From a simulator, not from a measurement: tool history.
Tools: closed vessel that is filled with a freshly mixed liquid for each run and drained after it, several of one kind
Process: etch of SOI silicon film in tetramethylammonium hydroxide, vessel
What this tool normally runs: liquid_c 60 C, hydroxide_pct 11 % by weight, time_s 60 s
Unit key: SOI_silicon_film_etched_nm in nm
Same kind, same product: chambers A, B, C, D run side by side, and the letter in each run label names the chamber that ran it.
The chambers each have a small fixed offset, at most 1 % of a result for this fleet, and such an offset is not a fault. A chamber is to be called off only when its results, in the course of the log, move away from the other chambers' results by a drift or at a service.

run,day,liquid_c,hydroxide_pct,time_s,"read-back film thickness of the SOI silicon film reference wafer, read on the same gauge (nm)",SOI_silicon_film_etched_nm
1D,0.3,60,11,60,90.035,237.01
2C,0.812,60,11,60,89.992,238.44
3A,1.242,60,11,60,89.983,239.91
4B,1.817,60,11,60,89.987,237.35
5D,2.083,60,11,60,90.019,239.34
6C,2.675,60,11,60,89.999,239.37
7A,3.229,60,11,60,90.016,239.81
# day 3.679: chamber A: hydroxide flow meter replaced
8B,3.692,60,11,60,89.99,237.95
# day 3.996: chamber C: hydroxide flow meter replaced
9B,4.133,60,11,60,90.013,238.09
10A,4.658,60,11,60,90.013,242.44
11D,5,60,11,60,90.002,239.72
12C,5.5,60,11,60,90.006,241.24
13D,5.792,53.5,11,30,90.011,77.795
14A,6.283,53.5,11,30,89.999,79.152
15B,6.875,53.5,11,30,89.978,75.469
16C,7.396,53.5,11,30,89.97,79.041
17A,7.675,56.5,11,40,89.989,129.66
18C,8.008,56.5,11,40,90.019,126.66
19B,8.396,56.5,11,40,89.993,121.34
20D,8.758,56.5,11,40,89.98,127.56
21B,9.346,60,11,60,89.995,225.6
22D,9.662,60,11,60,90.016,237.26
23A,10.054,60,11,80,89.975,320.13
24C,10.6,60,11,80,89.997,315.4
25B,11.154,60,11,80,89.987,296.66
26C,11.667,60,11,80,89.961,321.41
27A,12.208,60,11,60,89.982,240.38
28D,12.6,60,11,60,90.026,237.62
29B,13.196,60,11,60,90.024,219.8
30C,13.458,60,11,60,89.996,241.03
31A,13.988,60,11,60,89.999,241.83
32D,14.342,60,11,60,90,238.85

Each of the 4 chambers runs these same settings next. Fill in every chamber's results:
33A,14.771,62.5,11,60,,?
33B,14.771,62.5,11,60,,?
33C,14.771,62.5,11,60,,?
33D,14.771,62.5,11,60,,?

run,SOI_silicon_film_etched_nm
33A,282.64
33B,257.3
33C,279.09
33D,280.63

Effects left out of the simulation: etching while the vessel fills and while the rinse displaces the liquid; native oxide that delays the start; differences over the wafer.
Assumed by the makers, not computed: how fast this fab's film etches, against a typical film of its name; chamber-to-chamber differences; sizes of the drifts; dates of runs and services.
